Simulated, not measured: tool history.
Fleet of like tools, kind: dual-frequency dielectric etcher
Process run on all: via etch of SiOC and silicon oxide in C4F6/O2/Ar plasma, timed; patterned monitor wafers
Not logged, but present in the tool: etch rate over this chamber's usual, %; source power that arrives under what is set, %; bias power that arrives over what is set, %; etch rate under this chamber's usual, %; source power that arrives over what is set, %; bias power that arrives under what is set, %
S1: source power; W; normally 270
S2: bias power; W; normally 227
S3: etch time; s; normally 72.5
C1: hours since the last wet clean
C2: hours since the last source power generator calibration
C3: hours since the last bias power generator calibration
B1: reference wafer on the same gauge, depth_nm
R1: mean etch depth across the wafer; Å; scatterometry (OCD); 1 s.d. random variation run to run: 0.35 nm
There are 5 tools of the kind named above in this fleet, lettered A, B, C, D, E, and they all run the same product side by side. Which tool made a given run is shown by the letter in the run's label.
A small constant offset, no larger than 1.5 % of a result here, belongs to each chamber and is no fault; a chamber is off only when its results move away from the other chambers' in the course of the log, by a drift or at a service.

| run | hour | S1 | S2 | S3 | C1 | C2 | C3 | B1 | R1 |
|---|---|---|---|---|---|---|---|---|---|
| 1D | 4.1 | 270 | 227 | 72.5 | 91.1 | 1870.9 | 2047.1 | 90.904 | 756.45 |
| 2C | 9.3 | 270 | 227 | 72.5 | 269.3 | 3178.1 | 4346.2 | 90.804 | 761.21 |
|  | 10.8 | chamber E: wet clean of the chamber |
| 3A | 11.8 | 270 | 227 | 72.5 | 165.8 | 1346.9 | 1346.7 | 90.841 | 763.82 |
| 4E | 16.7 | 270 | 227 | 72.5 | 5.9 | 1532.2 | 964.9 | 90.938 | 774.81 |
| 5B | 21.2 | 270 | 227 | 72.5 | 119.0 | 83.4 | 2225.4 | 90.947 | 763.71 |
| 6C | 23.8 | 270 | 227 | 72.5 | 283.8 | 3192.6 | 4360.7 | 90.892 | 759.47 |
| 7E | 27.2 | 270 | 227 | 72.5 | 16.4 | 1542.7 | 975.4 | 90.937 | 764.52 |
| 8B | 30.7 | 270 | 227 | 80.5 | 128.5 | 92.9 | 2234.9 | 90.893 | 848.65 |
| 9A | 34.4 | 270 | 227 | 80.5 | 188.4 | 1369.5 | 1369.3 | 90.861 | 849.44 |
|  | 35.7 | chamber C: source power generator calibrated |
| 10D | 39.4 | 270 | 227 | 80.5 | 126.4 | 1906.2 | 2082.4 | 90.840 | 835.17 |
| 11A | 43.6 | 270 | 227 | 80.5 | 197.6 | 1378.7 | 1378.5 | 90.836 | 851.02 |
| 12B | 46.9 | 270 | 227 | 80.5 | 144.7 | 109.1 | 2251.1 | 90.776 | 845.49 |
| 13E | 50.4 | 270 | 278 | 72.5 | 39.6 | 1565.9 | 998.6 | 90.894 | 817.19 |
| 14C | 53.1 | 270 | 278 | 72.5 | 313.1 | 17.4 | 4390.0 | 90.992 | 824.12 |
| 15D | 56.8 | 270 | 278 | 72.5 | 143.8 | 1923.6 | 2099.8 | 90.899 | 815.11 |
| 16C | 61.7 | 270 | 278 | 72.5 | 321.7 | 26.0 | 4398.6 | 90.941 | 812.77 |
| 17D | 64.0 | 270 | 278 | 72.5 | 151.0 | 1930.8 | 2107.0 | 90.915 | 817.04 |
| 18A | 68.9 | 270 | 227 | 72.5 | 222.9 | 1404.0 | 1403.8 | 90.877 | 763.88 |
| 19B | 72.7 | 270 | 227 | 72.5 | 170.5 | 134.9 | 2276.9 | 90.866 | 752.79 |
| 20E | 75.2 | 270 | 227 | 72.5 | 64.4 | 1590.7 | 1023.4 | 90.905 | 760.43 |
| 21D | 79.1 | 270 | 227 | 72.5 | 166.1 | 1945.9 | 2122.1 | 91.037 | 756.14 |
| 22E | 83.4 | 270 | 227 | 72.5 | 72.6 | 1598.9 | 1031.6 | 90.912 | 766.53 |
| 23B | 87.8 | 270 | 227 | 72.5 | 185.6 | 150.0 | 2292.0 | 90.936 | 757.02 |
| 24C | 92.0 | 270 | 227 | 72.5 | 352.0 | 56.3 | 4428.9 | 90.777 | 764.51 |
| 25A | 97.1 | 270 | 227 | 72.5 | 251.1 | 1432.2 | 1432.0 | 90.870 | 760.89 |
| 26D | 100.5 | 270 | 227 | 72.5 | 187.5 | 1967.3 | 2143.5 | 90.938 | 758.07 |
| 27C | 104.8 | 320 | 247 | 72.5 | 364.8 | 69.1 | 4441.7 | 90.866 | 841.54 |
| 28E | 108.5 | 320 | 247 | 72.5 | 97.7 | 1624.0 | 1056.7 | 90.929 | 844.43 |
| 29A | 112.3 | 320 | 247 | 72.5 | 266.3 | 1447.4 | 1447.2 | 90.872 | 838.91 |
| 30B | 115.3 | 320 | 247 | 72.5 | 213.1 | 177.5 | 2319.5 | 90.799 | 818.97 |
| 31E | 120.2 | 320 | 247 | 72.5 | 109.4 | 1635.7 | 1068.4 | 90.894 | 841.40 |
| 32B | 124.5 | 270 | 227 | 72.5 | 222.3 | 186.7 | 2328.7 | 90.912 | 744.10 |

The same settings go to every chamber for the next run, one line per chamber below. Forecast the results for each:
| 33A | 128.3 | 270 | 227 | 93.5 |  |  |  |  | ? |
| 33B | 128.3 | 270 | 227 | 93.5 |  |  |  |  | ? |
| 33C | 128.3 | 270 | 227 | 93.5 |  |  |  |  | ? |
| 33D | 128.3 | 270 | 227 | 93.5 |  |  |  |  | ? |
| 33E | 128.3 | 270 | 227 | 93.5 |  |  |  |  | ? |

| run | R1 |
|---|---|
| 33A | 985.27 |
| 33B | 959.96 |
| 33C | 985.25 |
| 33D | 972.79 |
| 33E | 986.78 |

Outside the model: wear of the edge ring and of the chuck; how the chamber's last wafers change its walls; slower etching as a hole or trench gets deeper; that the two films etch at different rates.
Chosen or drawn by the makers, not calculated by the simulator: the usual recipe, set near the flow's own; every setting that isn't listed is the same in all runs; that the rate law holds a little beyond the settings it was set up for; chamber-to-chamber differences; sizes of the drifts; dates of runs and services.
